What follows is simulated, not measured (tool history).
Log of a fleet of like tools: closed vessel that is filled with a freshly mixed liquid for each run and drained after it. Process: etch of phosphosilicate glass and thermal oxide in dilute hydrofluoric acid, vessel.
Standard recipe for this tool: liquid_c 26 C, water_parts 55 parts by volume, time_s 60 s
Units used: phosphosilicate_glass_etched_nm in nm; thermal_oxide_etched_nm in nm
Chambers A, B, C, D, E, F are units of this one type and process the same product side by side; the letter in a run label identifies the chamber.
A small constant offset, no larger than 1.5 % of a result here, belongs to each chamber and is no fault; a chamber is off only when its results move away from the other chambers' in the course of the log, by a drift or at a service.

run	hour	liquid_c	water_parts	time_s	hours since the thermometer was replaced	hours since the hydrofluoric acid flow meter was replaced	read-back film thickness of the phosphosilicate glass reference wafer, read on the same gauge (nm)	read-back film thickness of the thermal oxide reference wafer, read on the same gauge (nm)	phosphosilicate_glass_etched_nm	thermal_oxide_etched_nm
1F	6.6	26	55	60	491.8	502	49.972	119.97	110.1	5.9996
2D	10.4	26	55	60	976.6	48.9	49.99	119.99	108.94	6.0053
3B	15.3	26	55	60	138.4	727	50.02	119.99	107.94	6.0251
4A	19.6	26	55	60	1452.9	457	49.964	119.96	109.6	5.9705
5C	26.2	26	55	60	550.6	981.5	50.005	119.99	108.49	5.9392
6E	31.7	26	55	60	696.3	1622.1	50.037	120.02	106.08	5.9198
7D	35.3	26	55	60	1001.5	73.8	49.989	119.99	109.37	5.9913
8E	39.1	26	55	60	703.7	1629.5	49.989	119.99	109.6	6.075
9C	43.6	26	55	60	568	998.9	50.03	119.98	111.1	5.8905
10A	48.6	26	55	60	1481.9	486	50.004	119.99	108.14	6.0626
11F	55	26	55	60	540.2	550.4	49.995	119.99	110.28	5.9791
12B	61.3	26	55	60	184.4	773	50.011	119.99	108.73	5.861
13D	68.4	26	55	60	1034.6	106.9	49.984	120	108.03	5.9356
14F	73.2	26	55	60	558.4	568.6	49.951	120.01	109.23	6.0333
15A	77	22.5	55	60	1510.3	514.4	49.983	120.01	93.91	5.1992
16E	83.2	22.5	55	60	747.8	1673.6	50.015	119.99	92.107	5.2159
17C	87.1	22.5	55	60	611.5	1042.4	49.97	120.02	95.768	5.1558
18B	95	22.5	55	60	218.1	806.7	50.039	119.99	93.546	5.1406
19F	99.2	22.5	55	60	584.4	594.6	50.048	120	94.885	5.0864
20B	105.1	22.5	55	60	228.2	816.8	49.972	120.01	94.097	5.1717
21E	112.4	26	55	60	777	1702.8	50.006	119.98	108.09	5.9941
22D	120.5	26	55	60	1086.7	159	50.013	120.03	109.45	6.0241
# hour 121.7: chamber F: thermometer replaced
23C	125.1	26	35	60	649.5	1080.4	50.022	120.03	178.23	9.5606
24A	129.5	26	35	60	1562.8	566.9	49.939	119.96	175.23	9.8993
25E	136.1	26	35	60	800.7	1726.5	49.998	119.99	173.04	9.7087
26B	140.2	26	35	60	263.3	851.9	50.025	119.99	174.72	9.7074
27F	147.3	26	35	60	25.6	642.7	50.021	119.99	177.01	9.656
28A	152.9	26	35	60	1586.2	590.3	49.989	120	175.51	9.8917
29C	158.2	26	55	60	682.6	1113.5	49.996	119.97	110.53	5.8812
30D	162.1	26	55	60	1128.3	200.6	49.997	120	109.4	5.9932
31A	166.8	26	55	60	1600.1	604.2	49.978	119.99	107.54	6.0961
32D	174.5	26	35	40	1140.7	213	49.984	119.98	120.06	6.4837
33C	178.1	26	35	40	702.5	1133.4	50.012	119.99	117.26	6.3762
34E	181.8	26	35	40	846.4	1772.2	49.974	120.02	114.9	6.2727
35F	189.3	26	35	40	67.6	684.7	50.017	119.98	116.96	6.6424
36B	193.2	26	35	40	316.3	904.9	49.982	120.02	114.32	6.4783
37A	196.8	26	35	40	1630.1	634.2	49.982	119.98	118.32	6.5069

Which is it: a chamber that has drifted or been left off by a service, a gauge drift common to all chambers, or only each chamber's usual small offset? If a chamber is off, name it and its likeliest cause.

No chamber stands off beyond its own small offset, and the gauge holds steady.
